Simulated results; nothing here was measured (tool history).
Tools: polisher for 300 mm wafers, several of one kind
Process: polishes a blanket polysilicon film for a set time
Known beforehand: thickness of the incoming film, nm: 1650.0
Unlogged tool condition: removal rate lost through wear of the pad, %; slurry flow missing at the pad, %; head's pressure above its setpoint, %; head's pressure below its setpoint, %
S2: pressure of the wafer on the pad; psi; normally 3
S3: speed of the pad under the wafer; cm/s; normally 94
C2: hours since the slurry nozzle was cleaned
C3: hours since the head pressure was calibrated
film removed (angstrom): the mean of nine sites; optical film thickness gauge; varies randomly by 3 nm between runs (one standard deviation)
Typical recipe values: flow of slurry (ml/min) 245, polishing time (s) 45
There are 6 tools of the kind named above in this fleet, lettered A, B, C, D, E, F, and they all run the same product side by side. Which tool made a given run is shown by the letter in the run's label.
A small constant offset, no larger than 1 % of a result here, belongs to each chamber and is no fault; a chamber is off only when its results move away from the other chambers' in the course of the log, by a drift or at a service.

Run 1C, hour 6.8: usual settings; wafers polished on this pad 998; C2 425.8; C3 277.8. Result: film removed (angstrom) 3275.7.
Run 2A, hour 15.2: usual settings; wafers polished on this pad 758; C2 551.2; C3 1043.2. Result: film removed (angstrom) 3213.4.
At hour 18.7: chamber D: worn pad replaced by a new one.
At hour 18.7: chamber B: slurry nozzle cleaned.
At hour 19.2: chamber C: worn pad replaced by a new one.
Run 3D, hour 25.6: usual settings; wafers polished on this pad 68; C2 400.2; C3 188.2. Result: film removed (angstrom) 3314.
At hour 26.6: chamber E: worn pad replaced by a new one.
Run 4F, hour 38.4: usual settings; wafers polished on this pad 897; C2 143.3; C3 192.3. Result: film removed (angstrom) 3243.6.
Run 5E, hour 52.7: usual settings; wafers polished on this pad 259; C2 711.6; C3 262. Result: film removed (angstrom) 3297.6.
At hour 53.6: chamber B: worn pad replaced by a new one.
At hour 57: chamber A: worn pad replaced by a new one.
At hour 60.8: chamber A: slurry nozzle cleaned.
Run 6B, hour 64.4: usual settings; wafers polished on this pad 107; C2 45.8; C3 1006.9. Result: film removed (angstrom) 3253.7.
At hour 65.8: chamber F: worn pad replaced by a new one.
At hour 67.1: chamber A: head pressure recalibrated.
At hour 69.4: chamber C: slurry nozzle cleaned.
Run 7D, hour 72.4: usual settings; wafers polished on this pad 534; C2 447; C3 235. Result: film removed (angstrom) 3306.7.
Run 8E, hour 83.8: usual settings; wafers polished on this pad 569; C2 742.7; C3 293.1. Result: film removed (angstrom) 3284.1.
Run 9C, hour 92.2: usual settings; wafers polished on this pad 727; C2 22.8; C3 363.2. Result: film removed (angstrom) 3283.5.
At hour 92.8: chamber D: worn pad replaced by a new one.
Run 10B, hour 103.7: usual settings; wafers polished on this pad 499; C2 85.1; C3 1046.2. Result: film removed (angstrom) 3304.
At hour 108.3: chamber F: slurry nozzle cleaned.
Run 11F, hour 110.5: usual settings; wafers polished on this pad 445; C2 2.2; C3 264.4. Result: film removed (angstrom) 3257.5.
At hour 117.9: chamber C: worn pad replaced by a new one.
Run 12A, hour 119: usual settings; wafers polished on this pad 617; C2 58.2; C3 51.9. Result: film removed (angstrom) 3247.4.
Run 13D, hour 128.2: usual settings; wafers polished on this pad 352; C2 502.8; C3 290.8. Result: film removed (angstrom) 3267.4.
Run 14A, hour 135.1: usual settings; wafers polished on this pad 778; C2 74.3; C3 68. Result: film removed (angstrom) 3237.
Run 15B, hour 142.1: usual settings; wafers polished on this pad 881; C2 123.5; C3 1084.6. Result: film removed (angstrom) 3276.4.
Run 16F, hour 148.9: usual settings; wafers polished on this pad 827; C2 40.6; C3 302.8. Result: film removed (angstrom) 3260.8.
Run 17E, hour 162.4: usual settings; wafers polished on this pad 1352; C2 821.3; C3 371.7. Result: film removed (angstrom) 3292.5.
At hour 165.4: chamber D: worn pad replaced by a new one.
At hour 166.2: chamber B: worn pad replaced by a new one.
Run 18C, hour 172.1: usual settings; wafers polished on this pad 540; C2 102.7; C3 443.1. Result: film removed (angstrom) 3315.1.
At hour 175.8: chamber E: worn pad replaced by a new one.
Run 19E, hour 179.9: usual settings; wafers polished on this pad 41; C2 838.8; C3 389.2. Result: film removed (angstrom) 3333.2.
At hour 180.3: chamber A: worn pad replaced by a new one.
At hour 182.2: chamber F: worn pad replaced by a new one.
Run 20F, hour 190.7: usual settings; wafers polished on this pad 84; C2 82.4; C3 344.6. Result: film removed (angstrom) 3364.2.
At hour 194.4: chamber E: slurry nozzle cleaned.
At hour 201: chamber D: slurry nozzle cleaned.
Run 21B, hour 202.3: usual settings; wafers polished on this pad 360; C2 183.7; C3 1144.8. Result: film removed (angstrom) 3318.6.
Run 22C, hour 213: usual settings; wafers polished on this pad 947; C2 143.6; C3 484. Result: film removed (angstrom) 3278.6.
At hour 218: chamber C: worn pad replaced by a new one.
Run 23A, hour 222.2: usual settings; wafers polished on this pad 417; C2 161.4; C3 155.1. Result: film removed (angstrom) 3278.9.
Run 24D, hour 228.4: usual settings but S3 80 cm/s, polishing time (s) 30; wafers polished on this pad 628; C2 27.5; C3 391. Result: film removed (angstrom) 1844.6.
At hour 234: chamber D: worn pad replaced by a new one.
Run 25E, hour 235.5: usual settings but S3 80 cm/s, polishing time (s) 30; wafers polished on this pad 595; C2 41.2; C3 444.8. Result: film removed (angstrom) 1873.3.
At hour 240.5: chamber B: head pressure recalibrated.
Run 26C, hour 245.2: usual settings but S3 80 cm/s, polishing time (s) 30; wafers polished on this pad 271; C2 175.8; C3 516.2. Result: film removed (angstrom) 1853.8.
Run 27A, hour 258.3: usual settings but S3 80 cm/s, polishing time (s) 30; wafers polished on this pad 777; C2 197.5; C3 191.2. Result: film removed (angstrom) 1871.2.
Run 28D, hour 271.8: usual settings but S3 80 cm/s, polishing time (s) 30; wafers polished on this pad 377; C2 70.9; C3 434.4. Result: film removed (angstrom) 1862.5.
At hour 276.1: chamber B: worn pad replaced by a new one.
Run 29B, hour 279.2: usual settings but S3 80 cm/s, polishing time (s) 30; wafers polished on this pad 31; C2 260.6; C3 38.8. Result: film removed (angstrom) 1868.5.
Run 30F, hour 287.5: usual settings; wafers polished on this pad 1048; C2 179.2; C3 441.4. Result: film removed (angstrom) 3418.9.
At hour 297.9: chamber A: worn pad replaced by a new one.
Run 31C, hour 298.8: usual settings; wafers polished on this pad 804; C2 229.4; C3 569.8. Result: film removed (angstrom) 3277.8.
At hour 299.2: chamber F: worn pad replaced by a new one.
At hour 300.1: chamber E: worn pad replaced by a new one.
Run 32D, hour 305.2: usual settings; wafers polished on this pad 709; C2 104.3; C3 467.8. Result: film removed (angstrom) 3281.7.
Run 33B, hour 312.1: usual settings; wafers polished on this pad 358; C2 293.5; C3 71.7. Result: film removed (angstrom) 3307.8.
Run 34F, hour 323.7: usual settings; wafers polished on this pad 244; C2 215.4; C3 477.6. Result: film removed (angstrom) 3503.4.
Run 35E, hour 337.6: usual settings but S3 104 cm/s; wafers polished on this pad 373; C2 143.3; C3 546.9. Result: film removed (angstrom) 3648.1.
Run 36A, hour 347.2: usual settings but S3 104 cm/s; wafers polished on this pad 491; C2 286.4; C3 280.1. Result: film removed (angstrom) 3594.2.
Run 37A, hour 355.3: usual settings but S3 104 cm/s; wafers polished on this pad 572; C2 294.5; C3 288.2. Result: film removed (angstrom) 3595.1.

What goes on in this fleet: one chamber off, a drifting gauge, or nothing beyond the chambers' own small offsets? Name the chamber and the cause, if any.

One chamber, F, drifts off from the rest bit by bit.
What lies behind it: head's pressure above its setpoint, % = 7.96.

Chamber F could run next with any of the 4 candidate recipes listed below; each alters the usual settings, and their results appear as question marks. Which one brings its results back in line with what the other chambers deliver on the usual settings?
In line here means within this much of the mean the other chambers give on the usual settings: film removed (angstrom) 100
Run 38F-1, hour 365.5: usual settings but S3 100 cm/s, polishing time (s) 48. Result: film removed (angstrom) ?.
Run 38F-2, hour 365.5: usual settings but flow of slurry (ml/min) 240, polishing time (s) 39. Result: film removed (angstrom) ?.
Run 38F-3, hour 365.5: usual settings but S3 98 cm/s, polishing time (s) 47. Result: film removed (angstrom) ?.
Run 38F-4, hour 365.5: usual settings but S2 2.9 psi, S3 92 cm/s, polishing time (s) 44. Result: film removed (angstrom) ?.

The mean the other chambers reach with the usual settings: film removed (angstrom) 3282
  run  film removed (angstrom)
38F-1                   4024.5
38F-2                   3066.4
38F-3                   3861.7
38F-4                   3280.1
It is 38F-4 that realigns the chamber with its peers.

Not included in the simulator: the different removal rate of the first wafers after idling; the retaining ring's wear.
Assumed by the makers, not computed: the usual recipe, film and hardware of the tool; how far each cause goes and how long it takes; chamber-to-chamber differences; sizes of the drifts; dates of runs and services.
